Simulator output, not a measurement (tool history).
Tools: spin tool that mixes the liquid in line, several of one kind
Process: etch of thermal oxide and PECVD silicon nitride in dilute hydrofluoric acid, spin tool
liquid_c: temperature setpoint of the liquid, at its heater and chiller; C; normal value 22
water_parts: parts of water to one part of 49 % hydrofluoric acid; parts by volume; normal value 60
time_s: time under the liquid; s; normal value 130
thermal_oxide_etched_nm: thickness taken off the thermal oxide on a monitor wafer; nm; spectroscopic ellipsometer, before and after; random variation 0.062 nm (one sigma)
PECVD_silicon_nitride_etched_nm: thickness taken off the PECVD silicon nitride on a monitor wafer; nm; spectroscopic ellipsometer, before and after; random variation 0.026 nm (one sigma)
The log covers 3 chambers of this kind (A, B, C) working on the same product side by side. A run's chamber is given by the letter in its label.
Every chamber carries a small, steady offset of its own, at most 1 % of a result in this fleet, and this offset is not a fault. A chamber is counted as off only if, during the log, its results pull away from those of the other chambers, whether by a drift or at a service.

run	day	liquid_c	water_parts	time_s	read-back film thickness of the thermal oxide reference wafer, read on the same gauge (nm)	read-back film thickness of the PECVD silicon nitride reference wafer, read on the same gauge (nm)	thermal_oxide_etched_nm	PECVD_silicon_nitride_etched_nm
1C	0.267	22	60	130	50.052	80.043	9.8722	3.1524
2A	0.542	22	60	130	50.015	80.014	9.8758	3.2005
3B	0.933	22	60	130	49.998	80.007	9.8905	3.1533
4B	1.408	22	60	130	50.051	79.997	9.8247	3.1578
5C	1.662	22	60	130	50.012	80.024	9.8187	3.172
6A	1.917	22	60	130	50.005	80.028	9.7914	3.2212
7A	2.442	22	60	130	49.998	79.981	9.7471	3.1689
8C	2.738	22	60	130	50.014	79.995	9.8867	3.1833
9B	3.267	22	60	130	50.015	80.01	9.9123	3.1162
10A	3.696	22	60	130	50.002	80.031	9.8257	3.2439
11C	4.046	19	45	130	50.023	79.987	11.786	3.4128
12B	4.558	19	45	130	50.026	80.012	11.817	3.4414
13C	4.946	19	45	130	50	80.02	11.754	3.4358
14A	5.242	22	60	130	50	79.995	9.8154	3.201
15B	5.579	22	60	130	50.01	79.973	9.974	3.1905
16C	6.083	22	60	130	50.007	80.015	9.9269	3.1552
17B	6.496	22	60	130	50.023	80.02	9.9468	3.1162
18A	6.796	22	60	130	50.06	80	9.7277	3.1744
19A	7.15	22	60	130	49.964	80.007	9.5729	3.2014
# day 7.208: chamber C: hydrofluoric acid flow meter replaced
20C	7.658	22	60	130	49.989	80.032	9.8915	3.1564
21B	8.096	22	60	130	50.002	79.994	9.7953	3.1552
22B	8.433	22	60	130	49.972	80	9.8408	3.1291
23A	8.796	22	60	130	49.985	80.008	9.6099	3.1233
24C	9.05	22	60	130	50.061	79.976	9.8277	3.2323
25B	9.542	22	60	130	50	79.965	9.9641	3.138
26C	10.067	22	60	130	50.026	80.028	9.7457	3.169
27A	10.392	22	60	130	49.998	79.987	9.359	3.0005
28A	10.771	22	60	130	49.963	79.966	9.4859	3.0471
29C	11.183	22	60	130	50.057	80.02	9.8816	3.2111
30B	11.479	26.5	60	90	49.995	79.981	8.1823	3.0103
31A	11.954	26.5	60	90	50.026	80.002	7.8593	2.794
32C	12.362	26.5	60	90	50.025	80.012	8.1601	3.0182
33B	12.821	19	30	130	50.033	79.958	18.254	5.07
34A	13.262	19	30	130	50.009	80.021	16.968	4.6783
35C	13.496	19	30	130	49.974	80.023	18.063	5.0988
36B	13.925	22	60	130	49.963	79.987	9.8523	3.1612
37C	14.208	22	60	130	50.072	80.019	9.8174	3.2203
38A	14.571	22	60	130	49.964	80.016	9.2834	2.8998
39B	15.054	22	60	130	50.023	80.028	9.8783	3.1525
40B	15.483	22	60	130	49.979	80.017	9.812	3.1717
41A	15.904	22	60	130	49.975	80.026	9.2809	2.8605
42C	16.35	22	60	130	49.984	80.013	9.9753	3.1872

All 3 chambers run these settings next. Forecast each chamber's results:
43A	16.738	22	60	130			?	?
43B	16.738	22	60	130			?	?
43C	16.738	22	60	130			?	?

run	thermal_oxide_etched_nm	PECVD_silicon_nitride_etched_nm
43A	9.0417	2.8816
43B	9.873	3.174
43C	9.8482	3.1761

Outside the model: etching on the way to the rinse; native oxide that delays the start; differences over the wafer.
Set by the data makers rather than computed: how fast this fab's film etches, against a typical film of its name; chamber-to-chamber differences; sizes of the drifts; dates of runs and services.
